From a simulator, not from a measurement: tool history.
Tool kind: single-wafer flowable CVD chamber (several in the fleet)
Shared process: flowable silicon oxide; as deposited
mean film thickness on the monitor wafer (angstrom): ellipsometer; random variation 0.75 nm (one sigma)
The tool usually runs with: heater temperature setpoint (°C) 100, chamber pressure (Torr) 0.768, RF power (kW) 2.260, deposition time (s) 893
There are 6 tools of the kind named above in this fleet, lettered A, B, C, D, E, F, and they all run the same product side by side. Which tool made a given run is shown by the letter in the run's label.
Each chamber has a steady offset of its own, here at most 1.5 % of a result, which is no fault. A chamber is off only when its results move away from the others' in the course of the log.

run,hour,heater temperature setpoint (°C),chamber pressure (Torr),RF power (kW),deposition time (s),"read-back reference wafer on the same gauge, thickness_nm",mean film thickness on the monitor wafer (angstrom)
# hour 11.8: chamber A: thermocouple changed; heater temperature recalibrated
1D,14.3,100,0.768,2.260,893,584.94,5254.9
2A,29.2,100,0.768,2.260,893,584.96,5293.0
3F,45.3,100,0.768,2.260,893,584.92,5246.7
4B,53.6,100,0.768,2.260,893,584.36,5290.2
5E,65.0,100,0.914,2.260,893,584.41,6468.4
6C,75.0,100,0.914,2.260,893,584.55,6541.2
7E,90.6,100,0.914,2.260,893,584.40,6490.6
8C,103.8,100,0.914,2.260,893,584.38,6514.2
9B,117.0,100,0.914,2.260,893,584.08,6603.2
10D,133.1,100,0.914,2.260,893,583.96,6539.6
11A,143.7,100,0.768,2.260,893,583.91,5283.0
12F,158.2,100,0.768,2.260,893,583.85,5224.1
13A,169.2,100,0.768,2.260,893,583.85,5276.9
14C,181.7,100,0.768,2.260,893,583.78,5217.3
15F,194.9,100,0.768,2.260,893,583.68,5251.6
# hour 198.3: chamber E: capacitance manometer re-zeroed and calibrated
16D,202.7,100,0.848,2.260,893,583.46,5971.3
17B,213.1,100,0.848,2.260,893,583.73,5998.0
18E,227.1,100,0.848,2.260,893,583.35,5876.4
19C,241.0,100,0.848,2.260,893,583.41,5937.5
20A,253.5,100,0.848,2.260,893,583.14,5978.3
21F,265.9,100,0.848,2.260,893,583.16,5974.6
22B,275.0,111,0.903,2.260,893,583.01,4530.2
23E,290.8,111,0.903,2.260,893,582.69,4414.1
24D,303.8,111,0.903,2.260,893,582.86,4466.9
25B,311.6,111,0.903,2.260,893,582.94,4521.0
26D,322.9,111,0.903,2.260,893,582.63,4461.4
27C,338.2,111,0.903,2.260,893,582.45,4475.7
28A,351.6,86,0.768,2.260,730,582.70,6766.4
29F,365.5,86,0.768,2.260,730,582.41,6698.0
30E,377.4,86,0.768,2.260,730,582.26,6655.1
31C,387.1,86,0.768,2.260,730,582.45,6629.8
32F,397.8,86,0.768,2.260,730,582.19,6711.9
33B,411.8,86,0.768,2.260,730,582.20,6723.9
34D,425.7,100,0.768,2.260,893,581.88,5219.4
35A,434.3,100,0.768,2.260,893,581.96,5258.8
36E,445.9,100,0.768,2.260,893,581.75,5182.4
37F,461.0,100,0.768,2.260,893,581.66,5219.1
38C,472.0,100,0.768,2.260,893,581.85,5206.0
39A,479.9,100,0.768,2.260,893,581.76,5259.2

Which is it: a chamber that has drifted or been left off by a service, a gauge drift common to all chambers, or only each chamber's usual small offset? If a chamber is off, name it and its likeliest cause.

It is the gauge, not a chamber: its drift shows up in every chamber's results at once, and no chamber is off.
Likeliest cause: gauge reads low (%) = 0.587.
